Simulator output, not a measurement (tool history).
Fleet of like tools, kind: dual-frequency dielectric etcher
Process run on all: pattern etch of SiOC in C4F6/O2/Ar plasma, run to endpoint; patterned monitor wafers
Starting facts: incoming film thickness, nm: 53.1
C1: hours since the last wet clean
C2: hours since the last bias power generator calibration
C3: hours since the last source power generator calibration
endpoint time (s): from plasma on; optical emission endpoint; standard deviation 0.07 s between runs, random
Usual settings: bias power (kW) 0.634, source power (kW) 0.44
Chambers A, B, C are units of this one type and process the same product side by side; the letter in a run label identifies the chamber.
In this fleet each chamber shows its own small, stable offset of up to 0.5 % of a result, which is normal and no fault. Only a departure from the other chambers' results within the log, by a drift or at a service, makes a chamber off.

{"run": "1A", "hour": 13.0, "bias power (kW)": 0.634, "source power (kW)": 0.44, "C1": 194.2, "C2": 2159.8, "C3": 1034.5, "endpoint time (s)": 15.853}
{"run": "2C", "hour": 23.0, "bias power (kW)": 0.634, "source power (kW)": 0.44, "C1": 139.5, "C2": 656.9, "C3": 983.9, "endpoint time (s)": 15.664}
{"run": "3B", "hour": 30.2, "bias power (kW)": 0.634, "source power (kW)": 0.44, "C1": 333.6, "C2": 1695.6, "C3": 371.9, "endpoint time (s)": 15.665}
{"run": "4A", "hour": 37.1, "bias power (kW)": 0.634, "source power (kW)": 0.44, "C1": 218.3, "C2": 2183.9, "C3": 1058.6, "endpoint time (s)": 15.665}
{"run": "5B", "hour": 48.3, "bias power (kW)": 0.634, "source power (kW)": 0.44, "C1": 351.7, "C2": 1713.7, "C3": 390, "endpoint time (s)": 15.656}
{"hour": 55.7, "done": "chamber A: bias power generator calibrated"}
{"run": "6C", "hour": 57.1, "bias power (kW)": 0.716, "source power (kW)": 0.5, "C1": 173.6, "C2": 691, "C3": 1018, "endpoint time (s)": 14.389}
{"run": "7A", "hour": 65.7, "bias power (kW)": 0.716, "source power (kW)": 0.5, "C1": 246.9, "C2": 10, "C3": 1087.2, "endpoint time (s)": 14.383}
{"run": "8B", "hour": 76.1, "bias power (kW)": 0.716, "source power (kW)": 0.5, "C1": 379.5, "C2": 1741.5, "C3": 417.8, "endpoint time (s)": 14.351}
{"run": "9C", "hour": 85.0, "bias power (kW)": 0.772, "source power (kW)": 0.5, "C1": 201.5, "C2": 718.9, "C3": 1045.9, "endpoint time (s)": 14.056}
{"run": "10A", "hour": 97.0, "bias power (kW)": 0.772, "source power (kW)": 0.5, "C1": 278.2, "C2": 41.3, "C3": 1118.5, "endpoint time (s)": 13.935}
{"run": "11C", "hour": 103.6, "bias power (kW)": 0.772, "source power (kW)": 0.5, "C1": 220.1, "C2": 737.5, "C3": 1064.5, "endpoint time (s)": 13.934}
{"run": "12B", "hour": 110.0, "bias power (kW)": 0.634, "source power (kW)": 0.44, "C1": 413.4, "C2": 1775.4, "C3": 451.7, "endpoint time (s)": 15.701}
{"run": "13C", "hour": 120.6, "bias power (kW)": 0.684, "source power (kW)": 0.51, "C1": 237.1, "C2": 754.5, "C3": 1081.5, "endpoint time (s)": 14.649}
{"run": "14B", "hour": 132.9, "bias power (kW)": 0.684, "source power (kW)": 0.51, "C1": 436.3, "C2": 1798.3, "C3": 474.6, "endpoint time (s)": 14.52}
{"run": "15A", "hour": 143.1, "bias power (kW)": 0.684, "source power (kW)": 0.51, "C1": 324.3, "C2": 87.4, "C3": 1164.6, "endpoint time (s)": 14.489}
{"run": "16A", "hour": 149.7, "bias power (kW)": 0.634, "source power (kW)": 0.44, "C1": 330.9, "C2": 94, "C3": 1171.2, "endpoint time (s)": 15.76}
{"run": "17B", "hour": 159.3, "bias power (kW)": 0.634, "source power (kW)": 0.44, "C1": 462.7, "C2": 1824.7, "C3": 501, "endpoint time (s)": 15.855}
{"run": "18C", "hour": 169.8, "bias power (kW)": 0.634, "source power (kW)": 0.44, "C1": 286.3, "C2": 803.7, "C3": 1130.7, "endpoint time (s)": 15.812}
{"run": "19B", "hour": 179.7, "bias power (kW)": 0.497, "source power (kW)": 0.36, "C1": 483.1, "C2": 1845.1, "C3": 521.4, "endpoint time (s)": 18.623}
{"run": "20C", "hour": 189.6, "bias power (kW)": 0.497, "source power (kW)": 0.36, "C1": 306.1, "C2": 823.5, "C3": 1150.5, "endpoint time (s)": 18.648}
{"hour": 190.1, "done": "chamber A: wet clean of the chamber"}
{"run": "21A", "hour": 199.9, "bias power (kW)": 0.497, "source power (kW)": 0.36, "C1": 9.9, "C2": 144.2, "C3": 1221.4, "endpoint time (s)": 18.524}
{"run": "22A", "hour": 212.5, "bias power (kW)": 0.634, "source power (kW)": 0.44, "C1": 22.5, "C2": 156.8, "C3": 1234, "endpoint time (s)": 15.776}
{"run": "23B", "hour": 220.3, "bias power (kW)": 0.634, "source power (kW)": 0.53, "C1": 523.7, "C2": 1885.7, "C3": 562, "endpoint time (s)": 14.654}
{"run": "24C", "hour": 233.3, "bias power (kW)": 0.634, "source power (kW)": 0.53, "C1": 349.8, "C2": 867.2, "C3": 1194.2, "endpoint time (s)": 14.775}
{"hour": 236.2, "done": "chamber B: wet clean of the chamber"}
{"run": "25A", "hour": 242.5, "bias power (kW)": 0.634, "source power (kW)": 0.53, "C1": 52.5, "C2": 186.8, "C3": 1264, "endpoint time (s)": 14.755}
{"run": "26B", "hour": 250.7, "bias power (kW)": 0.634, "source power (kW)": 0.44, "C1": 14.6, "C2": 1916.1, "C3": 592.4, "endpoint time (s)": 15.743}
{"run": "27C", "hour": 259.6, "bias power (kW)": 0.634, "source power (kW)": 0.44, "C1": 376.1, "C2": 893.5, "C3": 1220.5, "endpoint time (s)": 15.759}
{"run": "28A", "hour": 271.1, "bias power (kW)": 0.634, "source power (kW)": 0.44, "C1": 81.1, "C2": 215.4, "C3": 1292.6, "endpoint time (s)": 15.841}
{"run": "29C", "hour": 277.4, "bias power (kW)": 0.634, "source power (kW)": 0.44, "C1": 393.9, "C2": 911.3, "C3": 1238.3, "endpoint time (s)": 15.802}
{"run": "30B", "hour": 285.5, "bias power (kW)": 0.634, "source power (kW)": 0.44, "C1": 49.4, "C2": 1950.9, "C3": 627.2, "endpoint time (s)": 15.758}
{"run": "31A", "hour": 293.5, "bias power (kW)": 0.634, "source power (kW)": 0.44, "C1": 103.5, "C2": 237.8, "C3": 1315, "endpoint time (s)": 15.841}

Is one chamber off against the others, does the gauge drift, or is nothing wrong? If a chamber is off, say which, and what the likeliest cause is.

The fleet is healthy, with each chamber sitting at its usual small offset and no drift in the gauge.
